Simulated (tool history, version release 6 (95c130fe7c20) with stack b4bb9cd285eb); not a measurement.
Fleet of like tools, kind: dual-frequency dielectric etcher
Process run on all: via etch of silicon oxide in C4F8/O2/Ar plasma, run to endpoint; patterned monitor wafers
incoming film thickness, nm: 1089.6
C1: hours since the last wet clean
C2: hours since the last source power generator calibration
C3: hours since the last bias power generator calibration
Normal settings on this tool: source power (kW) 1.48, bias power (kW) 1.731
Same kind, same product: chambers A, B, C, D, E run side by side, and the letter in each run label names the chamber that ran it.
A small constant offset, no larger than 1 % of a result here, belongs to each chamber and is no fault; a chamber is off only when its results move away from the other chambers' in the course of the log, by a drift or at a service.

Run 1E, hour 10.2: usual settings; C1 454.2; C2 1505; C3 2544.7. Result: endpoint time (s) 253.71.
Run 2A, hour 17.3: usual settings; C1 337.8; C2 689.4; C3 324.6. Result: endpoint time (s) 251.77.
Run 3B, hour 23.5: usual settings; C1 181.2; C2 2962.2; C3 3920.3. Result: endpoint time (s) 254.4.
At hour 28.7: chamber E: bias power generator calibrated.
Run 4D, hour 30.9: usual settings; C1 330.3; C2 924.4; C3 1795.1. Result: endpoint time (s) 253.97.
At hour 40: chamber E: wet clean of the chamber.
Run 5C, hour 42.1: usual settings; C1 181.5; C2 2477.6; C3 1234.9. Result: endpoint time (s) 249.57.
Run 6D, hour 50.2: usual settings; C1 349.6; C2 943.7; C3 1814.4. Result: endpoint time (s) 250.4.
Run 7B, hour 59.6: usual settings; C1 217.3; C2 2998.3; C3 3956.4. Result: endpoint time (s) 253.28.
Run 8E, hour 70.2: usual settings; C1 30.2; C2 1565; C3 41.5. Result: endpoint time (s) 249.6.
Run 9A, hour 80.3: usual settings; C1 400.8; C2 752.4; C3 387.6. Result: endpoint time (s) 257.69.
Run 10C, hour 91.6: usual settings; C1 231; C2 2527.1; C3 1284.4. Result: endpoint time (s) 251.22.
At hour 94.1: chamber D: bias power generator calibrated.
Run 11B, hour 97.9: usual settings; C1 255.6; C2 3036.6; C3 3994.7. Result: endpoint time (s) 253.1.
Run 12E, hour 109.5: usual settings; C1 69.5; C2 1604.3; C3 80.8. Result: endpoint time (s) 250.41.
Run 13C, hour 119.4: usual settings; C1 258.8; C2 2554.9; C3 1312.2. Result: endpoint time (s) 248.7.
Run 14A, hour 130.4: usual settings; C1 450.9; C2 802.5; C3 437.7. Result: endpoint time (s) 254.39.
Run 15D, hour 135.4: usual settings; C1 434.8; C2 1028.9; C3 41.4. Result: endpoint time (s) 248.83.
Run 16C, hour 142.6: usual settings; C1 282; C2 2578.1; C3 1335.4. Result: endpoint time (s) 248.35.
Run 17E, hour 152.3: usual settings; C1 112.3; C2 1647.1; C3 123.6. Result: endpoint time (s) 248.68.
At hour 155.4: chamber B: source power generator calibrated.
Run 18A, hour 161: usual settings; C1 481.5; C2 833.1; C3 468.3. Result: endpoint time (s) 250.97.
Run 19B, hour 170.6: usual settings; C1 328.3; C2 15.3; C3 4067.4. Result: endpoint time (s) 249.11.
Run 20D, hour 181: usual settings; C1 480.4; C2 1074.5; C3 87. Result: endpoint time (s) 248.32.
Run 21C, hour 186.5: usual settings but source power (kW) 1.34, bias power (kW) 1.552; C1 325.9; C2 2622; C3 1379.3. Result: endpoint time (s) 273.96.
At hour 188.9: chamber B: bias power generator calibrated.
Run 22E, hour 194.5: usual settings but source power (kW) 1.34, bias power (kW) 1.552; C1 154.5; C2 1689.3; C3 165.8. Result: endpoint time (s) 272.26.
Run 23B, hour 205.4: usual settings but source power (kW) 1.34, bias power (kW) 1.552; C1 363.1; C2 50.1; C3 16.6. Result: endpoint time (s) 263.9.
Run 24D, hour 212.2: usual settings but source power (kW) 1.34, bias power (kW) 1.552; C1 511.6; C2 1105.7; C3 118.2. Result: endpoint time (s) 268.97.
Run 25A, hour 220.7: usual settings but source power (kW) 1.34, bias power (kW) 1.552; C1 541.2; C2 892.8; C3 528. Result: endpoint time (s) 272.08.
Run 26D, hour 230.3: usual settings; C1 529.7; C2 1123.8; C3 136.3. Result: endpoint time (s) 253.07.
Run 27B, hour 240.8: usual settings; C1 398.5; C2 85.5; C3 52. Result: endpoint time (s) 246.37.
Run 28C, hour 251.7: usual settings; C1 391.1; C2 2687.2; C3 1444.5. Result: endpoint time (s) 247.21.
Run 29E, hour 260.8: usual settings; C1 220.8; C2 1755.6; C3 232.1. Result: endpoint time (s) 251.66.
Run 30A, hour 269.7: usual settings; C1 590.2; C2 941.8; C3 577. Result: endpoint time (s) 255.63.
Run 31D, hour 276: usual settings; C1 575.4; C2 1169.5; C3 182. Result: endpoint time (s) 249.21.
Run 32E, hour 284.7: usual settings; C1 244.7; C2 1779.5; C3 256. Result: endpoint time (s) 250.71.
Run 33B, hour 292.5: usual settings; C1 450.2; C2 137.2; C3 103.7. Result: endpoint time (s) 242.48.
Run 34A, hour 299.4: usual settings; C1 619.9; C2 971.5; C3 606.7. Result: endpoint time (s) 251.01.
Run 35C, hour 309.1: usual settings; C1 448.5; C2 2744.6; C3 1501.9. Result: endpoint time (s) 248.14.

Each of the 5 chambers runs these same settings next. Fill in every chamber's results:
Run 36A, hour 317.4: usual settings. Result: endpoint time (s) ?.
Run 36B, hour 317.4: usual settings. Result: endpoint time (s) ?.
Run 36C, hour 317.4: usual settings. Result: endpoint time (s) ?.
Run 36D, hour 317.4: usual settings. Result: endpoint time (s) ?.
Run 36E, hour 317.4: usual settings. Result: endpoint time (s) ?.

run  endpoint time (s)
36A              255.2
36B             242.17
36C             247.77
36D              252.5
36E             249.89
